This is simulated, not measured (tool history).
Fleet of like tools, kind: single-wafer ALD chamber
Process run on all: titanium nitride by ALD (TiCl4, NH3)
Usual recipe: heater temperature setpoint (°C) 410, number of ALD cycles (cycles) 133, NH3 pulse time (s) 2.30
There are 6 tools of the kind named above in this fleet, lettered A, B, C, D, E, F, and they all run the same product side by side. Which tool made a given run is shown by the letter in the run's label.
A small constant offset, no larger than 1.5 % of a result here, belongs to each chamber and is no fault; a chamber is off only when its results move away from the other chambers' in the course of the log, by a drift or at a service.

run	hour	heater temperature setpoint (°C)	number of ALD cycles (cycles)	NH3 pulse time (s)	hours since the last thermocouple change	read-back reference wafer on the same gauge, thickness_nm	mean film thickness on the monitor wafer (Å)
1F	6.6	410	133	2.30	431.9	3.3684	29.495
2A	15.5	410	133	2.30	897.3	3.3699	29.373
3C	23.3	410	133	2.30	1347.1	3.3689	29.685
4E	30.3	410	133	2.30	1244.6	3.3726	29.521
5B	39.9	410	133	2.30	568.9	3.3706	29.255
6D	44.9	410	133	2.30	1745.5	3.3713	29.023
7D	52.4	420	152	2.30	1753.0	3.3714	33.655
# hour 54.7: chamber C: thermocouple changed; heater temperature recalibrated
8C	61.7	420	152	2.30	7.0	3.3690	33.598
9F	69.0	420	152	2.30	494.3	3.3689	34.040
10A	78.2	420	152	2.30	960.0	3.3710	33.860
11B	87.0	420	152	2.30	616.0	3.3726	33.321
12E	93.8	420	152	2.30	1308.1	3.3673	33.833
13E	99.7	410	133	2.30	1314.0	3.3680	29.444
14A	106.0	410	133	2.30	987.8	3.3669	29.661
15F	114.0	410	133	2.30	539.3	3.3672	29.607
16C	121.3	410	133	2.30	66.6	3.3679	29.445
17B	126.3	410	133	2.30	655.3	3.3698	29.436
18D	134.1	410	133	2.30	1834.7	3.3674	29.259
19E	140.1	410	133	2.30	1354.4	3.3722	29.601
20D	149.4	410	133	2.30	1850.0	3.3721	29.322
21F	158.1	410	133	1.59	583.4	3.3750	29.114
22A	164.9	410	133	1.59	1046.7	3.3687	29.178
23C	171.6	410	133	1.59	116.9	3.3674	28.749
24B	176.0	410	133	1.59	705.0	3.3671	28.852
25D	181.8	410	133	1.59	1882.4	3.3699	28.842
26B	188.9	410	133	1.59	717.9	3.3695	28.869
# hour 190.3: chamber A: thermocouple changed; heater temperature recalibrated
27E	194.9	410	133	2.30	1409.2	3.3676	29.719
28A	203.7	410	133	2.30	13.5	3.3655	29.643
29C	211.4	410	133	2.30	156.7	3.3737	29.232
30F	219.2	410	133	2.30	644.5	3.3734	29.599
31A	225.5	410	133	2.30	35.3	3.3691	29.594
32F	234.5	410	133	2.30	659.8	3.3716	29.413
33B	242.1	410	133	2.30	771.1	3.3667	29.304
34E	246.7	410	133	2.30	1461.0	3.3735	29.651
35D	251.8	410	133	2.30	1952.4	3.3732	29.104
36C	256.4	410	133	2.30	201.7	3.3726	29.534
37F	265.0	410	133	2.30	690.3	3.3708	29.491
38C	272.7	410	133	2.30	218.0	3.3730	29.307
39B	278.2	410	133	2.30	807.2	3.3742	29.305
40A	283.1	410	133	2.30	92.9	3.3734	29.648
41D	292.2	410	133	2.30	1992.8	3.3722	28.989
42E	297.9	410	133	2.30	1512.2	3.3667	29.822
43A	307.0	410	133	2.30	116.8	3.3696	29.566

Read the log: is a single chamber off, either drifting away or since a service, is the gauge that measures every chamber drifting, or is nothing wrong beyond small per-chamber offsets? Name any odd chamber and what most likely caused it.

The fleet is healthy, with each chamber sitting at its usual small offset and no drift in the gauge.

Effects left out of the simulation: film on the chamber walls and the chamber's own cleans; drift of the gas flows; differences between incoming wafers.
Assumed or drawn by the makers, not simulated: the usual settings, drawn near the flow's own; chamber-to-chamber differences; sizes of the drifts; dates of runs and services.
